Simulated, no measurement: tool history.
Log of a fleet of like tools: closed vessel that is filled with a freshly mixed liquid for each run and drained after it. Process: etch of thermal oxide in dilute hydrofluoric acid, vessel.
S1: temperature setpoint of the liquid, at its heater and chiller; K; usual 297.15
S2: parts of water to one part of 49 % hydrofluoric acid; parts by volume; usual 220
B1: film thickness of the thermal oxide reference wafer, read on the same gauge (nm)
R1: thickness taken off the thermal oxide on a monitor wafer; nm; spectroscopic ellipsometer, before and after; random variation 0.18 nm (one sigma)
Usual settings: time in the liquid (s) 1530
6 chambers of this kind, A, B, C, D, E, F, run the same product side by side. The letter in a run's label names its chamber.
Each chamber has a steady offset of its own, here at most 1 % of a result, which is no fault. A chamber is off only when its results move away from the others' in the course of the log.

run 1F hour=7 | S1=297.15 S2=220 time_in_the_liquid_(s)=1530 | B1=120 | R1=28.518
run 2B hour=13.8 | S1=297.15 S2=220 time_in_the_liquid_(s)=1530 | B1=120 | R1=28.769
run 3C hour=21.1 | S1=297.15 S2=220 time_in_the_liquid_(s)=1530 | B1=120.01 | R1=28.513
run 4D hour=29 | S1=297.15 S2=220 time_in_the_liquid_(s)=1530 | B1=120 | R1=28.83
run 5E hour=37.7 | S1=297.15 S2=220 time_in_the_liquid_(s)=1530 | B1=120 | R1=28.406
run 6A hour=47.2 | S1=297.15 S2=220 time_in_the_liquid_(s)=1530 | B1=120.01 | R1=28.868
run 7A hour=56.1 | S1=297.15 S2=290 time_in_the_liquid_(s)=2370 | B1=119.99 | R1=31.044
run 8C hour=65 | S1=297.15 S2=290 time_in_the_liquid_(s)=2370 | B1=120.02 | R1=31.054
run 9F hour=74 | S1=297.15 S2=290 time_in_the_liquid_(s)=2370 | B1=120.01 | R1=31.555
run 10B hour=83.7 | S1=297.15 S2=290 time_in_the_liquid_(s)=2370 | B1=119.98 | R1=31.408
run 11E hour=91.2 | S1=297.15 S2=290 time_in_the_liquid_(s)=2370 | B1=119.96 | R1=31.301
run 12D hour=97.9 | S1=297.15 S2=290 time_in_the_liquid_(s)=2370 | B1=120.02 | R1=31.34
run 13B hour=104.7 | S1=297.15 S2=220 time_in_the_liquid_(s)=1530 | B1=120.01 | R1=28.574
run 14C hour=110.1 | S1=297.15 S2=220 time_in_the_liquid_(s)=1530 | B1=119.99 | R1=28.396
run 15D hour=121.8 | S1=297.15 S2=220 time_in_the_liquid_(s)=1530 | B1=120 | R1=28.391
run 16F hour=129.6 | S1=297.15 S2=220 time_in_the_liquid_(s)=1530 | B1=119.96 | R1=28.626
run 17A hour=141.2 | S1=297.15 S2=220 time_in_the_liquid_(s)=1530 | B1=119.99 | R1=28.884
run 18E hour=146.8 | S1=297.15 S2=220 time_in_the_liquid_(s)=1530 | B1=120.01 | R1=28.249
run 19A hour=158.2 | S1=297.15 S2=295 time_in_the_liquid_(s)=1110 | B1=119.98 | R1=14.361
run 20E hour=167 | S1=297.15 S2=295 time_in_the_liquid_(s)=1110 | B1=120 | R1=14.316
run 21B hour=175.6 | S1=297.15 S2=295 time_in_the_liquid_(s)=1110 | B1=119.99 | R1=14.514
run 22D hour=185.3 | S1=297.15 S2=295 time_in_the_liquid_(s)=1110 | B1=119.97 | R1=14.296
run 23C hour=193.2 | S1=297.15 S2=295 time_in_the_liquid_(s)=1110 | B1=120 | R1=14.252
run 24F hour=203.5 | S1=297.15 S2=295 time_in_the_liquid_(s)=1110 | B1=120.02 | R1=14.475
run 25F hour=209.1 | S1=297.15 S2=220 time_in_the_liquid_(s)=1530 | B1=120.03 | R1=28.727
run 26E hour=215.9 | S1=297.15 S2=220 time_in_the_liquid_(s)=1530 | B1=120.01 | R1=28.542
run 27B hour=227.6 | S1=297.15 S2=220 time_in_the_liquid_(s)=1530 | B1=120.01 | R1=28.525
run 28C hour=236.9 | S1=297.15 S2=220 time_in_the_liquid_(s)=1530 | B1=120 | R1=28.735
run 29D hour=248 | S1=297.15 S2=220 time_in_the_liquid_(s)=1530 | B1=120.01 | R1=28.845
run 30A hour=258.5 | S1=295.65 S2=285 time_in_the_liquid_(s)=1530 | B1=120.03 | R1=19.856
run 31C hour=268.6 | S1=295.65 S2=285 time_in_the_liquid_(s)=1530 | B1=119.97 | R1=19.307
run 32F hour=275.8 | S1=295.65 S2=285 time_in_the_liquid_(s)=1530 | B1=120 | R1=20.041
run 33D hour=286.6 | S1=295.65 S2=285 time_in_the_liquid_(s)=1530 | B1=119.99 | R1=19.883
run 34B hour=294.4 | S1=295.65 S2=285 time_in_the_liquid_(s)=1530 | B1=120.01 | R1=19.611
run 35A hour=303.1 | S1=295.65 S2=285 time_in_the_liquid_(s)=1530 | B1=120.02 | R1=19.749
run 36E hour=311.7 | S1=297.15 S2=220 time_in_the_liquid_(s)=1530 | B1=120.03 | R1=28.772
-- hour=312.2 chamber D: thermometer replaced
run 37F hour=320.9 | S1=297.15 S2=220 time_in_the_liquid_(s)=1530 | B1=120.01 | R1=28.588
run 38A hour=326.3 | S1=297.15 S2=220 time_in_the_liquid_(s)=1530 | B1=120 | R1=28.61
run 39C hour=333.6 | S1=297.15 S2=180 time_in_the_liquid_(s)=770 | B1=120.01 | R1=18.326
run 40D hour=344 | S1=297.15 S2=180 time_in_the_liquid_(s)=770 | B1=120.06 | R1=18.487
run 41E hour=349.6 | S1=297.15 S2=180 time_in_the_liquid_(s)=770 | B1=120 | R1=18.207
run 42B hour=361.3 | S1=297.15 S2=180 time_in_the_liquid_(s)=770 | B1=119.97 | R1=18.422
run 43D hour=367 | S1=297.15 S2=180 time_in_the_liquid_(s)=770 | B1=119.98 | R1=18.507

Is one chamber off against the others, does the gauge drift, or is nothing wrong? If a chamber is off, say which, and what the likeliest cause is.

No chamber stands off beyond its own small offset, and the gauge holds steady.
